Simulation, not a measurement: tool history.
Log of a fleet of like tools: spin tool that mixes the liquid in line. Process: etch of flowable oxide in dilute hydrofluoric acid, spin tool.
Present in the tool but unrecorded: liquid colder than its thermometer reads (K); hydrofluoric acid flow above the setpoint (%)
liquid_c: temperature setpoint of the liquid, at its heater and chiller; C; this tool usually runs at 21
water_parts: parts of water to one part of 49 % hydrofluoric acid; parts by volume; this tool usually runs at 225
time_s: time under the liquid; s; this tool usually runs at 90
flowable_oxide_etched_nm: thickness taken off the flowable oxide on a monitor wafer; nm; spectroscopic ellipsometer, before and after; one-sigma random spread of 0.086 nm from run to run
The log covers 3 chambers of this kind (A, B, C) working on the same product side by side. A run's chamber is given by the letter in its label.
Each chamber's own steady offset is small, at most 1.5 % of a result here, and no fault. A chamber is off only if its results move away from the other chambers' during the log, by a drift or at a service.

run   hour  liquid_c  water_parts  time_s  hours since the thermometer was replaced  hours since the hydrofluoric acid flow meter was replaced  read-back film thickness of the flowable oxide reference wafer, read on the same gauge (nm)  flowable_oxide_etched_nm
 1C   12.8        21          225      90                                     947.5                                                      324.8                                                                                       79.993                    17.156
 2B   24.1        21          225      90                                      1264                                                        313                                                                                       80.001                    17.438
 3A   36.6        21          225      90                                    1117.5                                                      488.4                                                                                       79.986                    17.128
 4B   45.7        21          225      90                                    1285.6                                                      334.6                                                                                       79.992                    17.232
 5C   52.1        21          225      90                                     986.8                                                      364.1                                                                                       79.989                    17.348
 6A   59.4        21          225     125                                    1140.3                                                      511.2                                                                                        80.02                    23.658
 7C   67.1        21          225     125                                    1001.8                                                      379.1                                                                                        79.99                     24.05
 8B   75.9        21          225     125                                    1315.8                                                      364.8                                                                                       80.019                     24.08
 9A     88        21          225      90                                    1168.9                                                      539.8                                                                                       79.987                     17.04
10C  100.9        21          225      90                                    1035.6                                                      412.9                                                                                       79.986                    17.277
     102.1  -- chamber A: thermometer replaced
11A  111.5        21          225      90                                       9.4                                                      563.3                                                                                       80.021                    17.255
12B  118.9        21          225      90                                    1358.8                                                      407.8                                                                                       79.967                    17.328
13A  125.6        21          225      55                                      23.5                                                      577.4                                                                                       80.013                    10.473
14C  137.5        21          225      55                                    1072.2                                                      449.5                                                                                       79.995                    10.504
15B  146.1        21          225      55                                      1386                                                        435                                                                                       79.994                     10.61
16C  155.4        21          225      90                                    1090.1                                                      467.4                                                                                       79.997                    17.264
17A    165        21          225      90                                      62.9                                                      616.8                                                                                       79.998                    17.126
18B  177.4        21          225      90                                    1417.3                                                      466.3                                                                                       80.005                    17.339
19A  185.2        21          225      90                                      83.1                                                        637                                                                                        80.01                    17.189
20C  192.4        21          225      90                                    1127.1                                                      504.4                                                                                       79.992                    17.088
21B  198.9        21          260      70                                    1438.8                                                      487.8                                                                                       80.015                    11.346
22A  204.7        21          260      70                                     102.6                                                      656.5                                                                                       79.984                    11.195
23B  213.4        21          260      70                                    1453.3                                                      502.3                                                                                       80.002                    11.418
24C    224      23.5          225     125                                    1158.7                                                        536                                                                                        80.03                    26.299
25B  237.1      23.5          225     125                                      1477                                                        526                                                                                       80.012                    26.737
26A  244.2      23.5          225     125                                     142.1                                                        696                                                                                       80.009                     25.87
27C  257.6        21          225      90                                    1192.3                                                      569.6                                                                                       79.986                    17.349
28A  270.3        21          225      90                                     168.2                                                      722.1                                                                                       79.984                    17.326
29C  280.4        21          225      90                                    1215.1                                                      592.4                                                                                        80.01                    17.291
     283.1  -- chamber C: thermometer replaced
30B  293.3        21          225      90                                    1533.2                                                      582.2                                                                                       80.011                    17.868
31B  305.5        21          225      90                                    1545.4                                                      594.4                                                                                       80.016                     17.87
32A  316.1        21          225      90                                       214                                                      767.9                                                                                       79.997                    17.229
33C  326.7      23.5          280      90                                      43.7                                                      638.7                                                                                       79.992                      14.3
34C  336.4      23.5          280      90                                      53.4                                                      648.4                                                                                       79.995                    14.262
35A  347.3      23.5          280      90                                     245.2                                                      799.1                                                                                       79.995                     14.35
36B  353.2        21          225      90                                    1593.1                                                      642.1                                                                                       80.027                    18.041
37B  361.2        21          225      90                                    1601.1                                                      650.1                                                                                       79.991                     17.99
38C  369.9        21          225      90                                      86.9                                                      681.9                                                                                       80.007                     17.37
39A  382.9        21          225      90                                     280.8                                                      834.7                                                                                       79.989                    17.019
40C  396.2        21          225      90                                     113.2                                                      708.2                                                                                       79.991                    17.326
41A  408.3        21          225      90                                     306.2                                                      860.1                                                                                           80                    17.318
42B  421.6        21          225      90                                    1661.5                                                      710.5                                                                                       80.006                    18.206
43A    430        21          225      90                                     327.9                                                      881.8                                                                                       79.997                    17.018

What goes on in this fleet: one chamber off, a drifting gauge, or nothing beyond the chambers' own small offsets? Name the chamber and the cause, if any.

Little by little, chamber B moves away from the other chambers.
Cause: hydrofluoric acid flow above the setpoint (%) = 4.94.
The log might look much the same if the cause were instead: liquid hotter than its thermometer reads (K).

Chamber B could run next with any of the 4 candidate recipes listed below; each alters the usual settings, and their results appear as question marks. Which one brings its results back in line with what the other chambers deliver on the usual settings?
Counts as in line when no further than this from what the other chambers average on the usual settings: flowable_oxide_etched_nm 0.3 nm
44B-1  439.5        21          215      90                                                                                                                                                                                                                           ?
44B-2  439.5      21.5          225      90                                                                                                                                                                                                                           ?
44B-3  439.5        21          230      90                                                                                                                                                                                                                           ?
44B-4  439.5        21          225      85                                                                                                                                                                                                                           ?

Average result of the remaining chambers running the usual settings: flowable_oxide_etched_nm 17.221 nm
  run  flowable_oxide_etched_nm
44B-1                    19.334
44B-2                    18.649
44B-3                    17.819
44B-4                    17.283
44B-4 puts the chamber back in line with the other chambers.

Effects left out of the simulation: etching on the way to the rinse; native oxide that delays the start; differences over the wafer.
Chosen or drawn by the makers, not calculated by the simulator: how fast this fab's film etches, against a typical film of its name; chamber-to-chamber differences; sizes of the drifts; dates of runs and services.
